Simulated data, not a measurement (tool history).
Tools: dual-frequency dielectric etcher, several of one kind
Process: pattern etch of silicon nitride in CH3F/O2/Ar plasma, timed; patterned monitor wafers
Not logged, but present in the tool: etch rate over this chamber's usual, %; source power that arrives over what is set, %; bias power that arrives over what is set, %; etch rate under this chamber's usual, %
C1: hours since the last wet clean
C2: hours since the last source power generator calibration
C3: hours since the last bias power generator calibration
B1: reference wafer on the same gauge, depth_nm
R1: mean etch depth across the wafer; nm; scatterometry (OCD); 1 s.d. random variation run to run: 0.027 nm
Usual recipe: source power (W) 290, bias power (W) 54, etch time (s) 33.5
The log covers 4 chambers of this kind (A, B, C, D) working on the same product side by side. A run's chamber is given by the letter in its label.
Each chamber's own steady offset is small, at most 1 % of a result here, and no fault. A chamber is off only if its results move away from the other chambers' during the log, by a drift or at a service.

At day 0.25: chamber C: wet clean of the chamber.
Run 1A, day 0.317: usual settings; C1 134.8; C2 613.4; C3 3089.8; B1 15.397. Result: R1 19.034 nm.
Run 2B, day 0.662: usual settings; C1 224.5; C2 728.6; C3 2275.2; B1 15.398. Result: R1 18.893 nm.
Run 3D, day 0.958: usual settings; C1 352.9; C2 1085.8; C3 504; B1 15.39. Result: R1 18.787 nm.
Run 4C, day 1.138: usual settings; C1 21.4; C2 472.8; C3 597.4; B1 15.394. Result: R1 18.901 nm.
Run 5C, day 1.417: usual settings but source power (W) 340, etch time (s) 29.5; C1 28.1; C2 479.5; C3 604.1; B1 15.38. Result: R1 17.729 nm.
Run 6B, day 1.671: usual settings but source power (W) 340, etch time (s) 29.5; C1 248.7; C2 752.8; C3 2299.4; B1 15.386. Result: R1 17.634 nm.
Run 7A, day 1.95: usual settings but source power (W) 340, etch time (s) 29.5; C1 174; C2 652.6; C3 3129; B1 15.383. Result: R1 17.816 nm.
Run 8D, day 2.242: usual settings but source power (W) 340, etch time (s) 29.5; C1 383.7; C2 1116.6; C3 534.8; B1 15.382. Result: R1 17.59 nm.
Run 9B, day 2.512: usual settings but bias power (W) 62; C1 268.9; C2 773; C3 2319.6; B1 15.374. Result: R1 19.789 nm.
Run 10D, day 2.854: usual settings but bias power (W) 62; C1 398.4; C2 1131.3; C3 549.5; B1 15.373. Result: R1 19.615 nm.
Run 11A, day 3.05: usual settings but bias power (W) 62; C1 200.4; C2 679; C3 3155.4; B1 15.372. Result: R1 19.927 nm.
Run 12C, day 3.271: usual settings but bias power (W) 62; C1 72.6; C2 524; C3 648.6; B1 15.376. Result: R1 19.795 nm.
Run 13A, day 3.604: usual settings; C1 213.7; C2 692.3; C3 3168.7; B1 15.374. Result: R1 19.032 nm.
Run 14B, day 3.912: usual settings; C1 302.5; C2 806.6; C3 2353.2; B1 15.365. Result: R1 18.889 nm.
Run 15C, day 4.117: usual settings; C1 92.9; C2 544.3; C3 668.9; B1 15.365. Result: R1 18.844 nm.
At day 4.275: chamber D: wet clean of the chamber.
Run 16D, day 4.279: usual settings; C1 0.1; C2 1165.5; C3 583.7; B1 15.362. Result: R1 18.819 nm.
Run 17C, day 4.454: usual settings but bias power (W) 63, etch time (s) 30; C1 101; C2 552.4; C3 677; B1 15.364. Result: R1 17.818 nm.
Run 18A, day 4.621: usual settings but bias power (W) 63, etch time (s) 30; C1 238.1; C2 716.7; C3 3193.1; B1 15.361. Result: R1 17.875 nm.
Run 19D, day 4.817: usual settings but bias power (W) 63, etch time (s) 30; C1 13; C2 1178.4; C3 596.6; B1 15.36. Result: R1 17.655 nm.
Run 20B, day 5.108: usual settings but bias power (W) 63, etch time (s) 30; C1 331.2; C2 835.3; C3 2381.9; B1 15.36. Result: R1 17.725 nm.
Run 21B, day 5.279: usual settings; C1 335.3; C2 839.4; C3 2386; B1 15.36. Result: R1 18.778 nm.
Run 22A, day 5.567: usual settings; C1 260.8; C2 739.4; C3 3215.8; B1 15.351. Result: R1 18.974 nm.
Run 23D, day 5.788: usual settings; C1 36.3; C2 1201.7; C3 619.9; B1 15.348. Result: R1 18.712 nm.
Run 24C, day 5.946: usual settings; C1 136.8; C2 588.2; C3 712.8; B1 15.349. Result: R1 18.887 nm.
Run 25A, day 6.229: usual settings; C1 276.7; C2 755.3; C3 3231.7; B1 15.343. Result: R1 18.967 nm.
Run 26D, day 6.554: usual settings; C1 54.7; C2 1220.1; C3 638.3; B1 15.345. Result: R1 18.73 nm.
Run 27C, day 6.754: usual settings; C1 156.2; C2 607.6; C3 732.2; B1 15.343. Result: R1 18.847 nm.
At day 6.867: chamber B: wet clean of the chamber.
Run 28B, day 6.958: usual settings; C1 2.2; C2 879.7; C3 2426.3; B1 15.344. Result: R1 18.769 nm.
Run 29D, day 7.246: usual settings; C1 71.3; C2 1236.7; C3 654.9; B1 15.343. Result: R1 18.734 nm.
Run 30A, day 7.475: usual settings; C1 306.6; C2 785.2; C3 3261.6; B1 15.337. Result: R1 18.955 nm.
Run 31B, day 7.654: usual settings but etch time (s) 25; C1 18.9; C2 896.4; C3 2443; B1 15.335. Result: R1 14.049 nm.
Run 32C, day 7.825: usual settings but etch time (s) 25; C1 181.9; C2 633.3; C3 757.9; B1 15.334. Result: R1 14.081 nm.
Run 33D, day 8.183: usual settings but etch time (s) 25; C1 93.8; C2 1259.2; C3 677.4; B1 15.329. Result: R1 13.978 nm.
Run 34A, day 8.454: usual settings but etch time (s) 25; C1 330.1; C2 808.7; C3 3285.1; B1 15.332. Result: R1 14.141 nm.
Run 35C, day 8.75: usual settings but source power (W) 270, etch time (s) 38; C1 204.1; C2 655.5; C3 780.1; B1 15.326. Result: R1 20.782 nm.
Run 36B, day 9.067: usual settings but source power (W) 270, etch time (s) 38; C1 52.8; C2 930.3; C3 2476.9; B1 15.321. Result: R1 20.743 nm.
Run 37A, day 9.325: usual settings but source power (W) 270, etch time (s) 38; C1 351; C2 829.6; C3 3306; B1 15.323. Result: R1 20.874 nm.
Run 38C, day 9.612: usual settings but source power (W) 270, etch time (s) 38; C1 224.8; C2 676.2; C3 800.8; B1 15.324. Result: R1 20.814 nm.
Run 39D, day 9.975: usual settings; C1 136.8; C2 1302.2; C3 720.4; B1 15.314. Result: R1 18.719 nm.
Run 40B, day 10.279: usual settings; C1 81.9; C2 959.4; C3 2506; B1 15.316. Result: R1 18.767 nm.
Run 41D, day 10.6: usual settings; C1 151.8; C2 1317.2; C3 735.4; B1 15.312. Result: R1 18.685 nm.
Run 42B, day 10.85: usual settings; C1 95.6; C2 973.1; C3 2519.7; B1 15.317. Result: R1 18.794 nm.

All 4 chambers run these settings next. Forecast each chamber's results:
Run 43A, day 11.108: usual settings but bias power (W) 46. Result: R1 ?.
Run 43B, day 11.108: usual settings but bias power (W) 46. Result: R1 ?.
Run 43C, day 11.108: usual settings but bias power (W) 46. Result: R1 ?.
Run 43D, day 11.108: usual settings but bias power (W) 46. Result: R1 ?.

run      R1
43A  17.976
43B  17.772
43C  17.823
43D  17.753
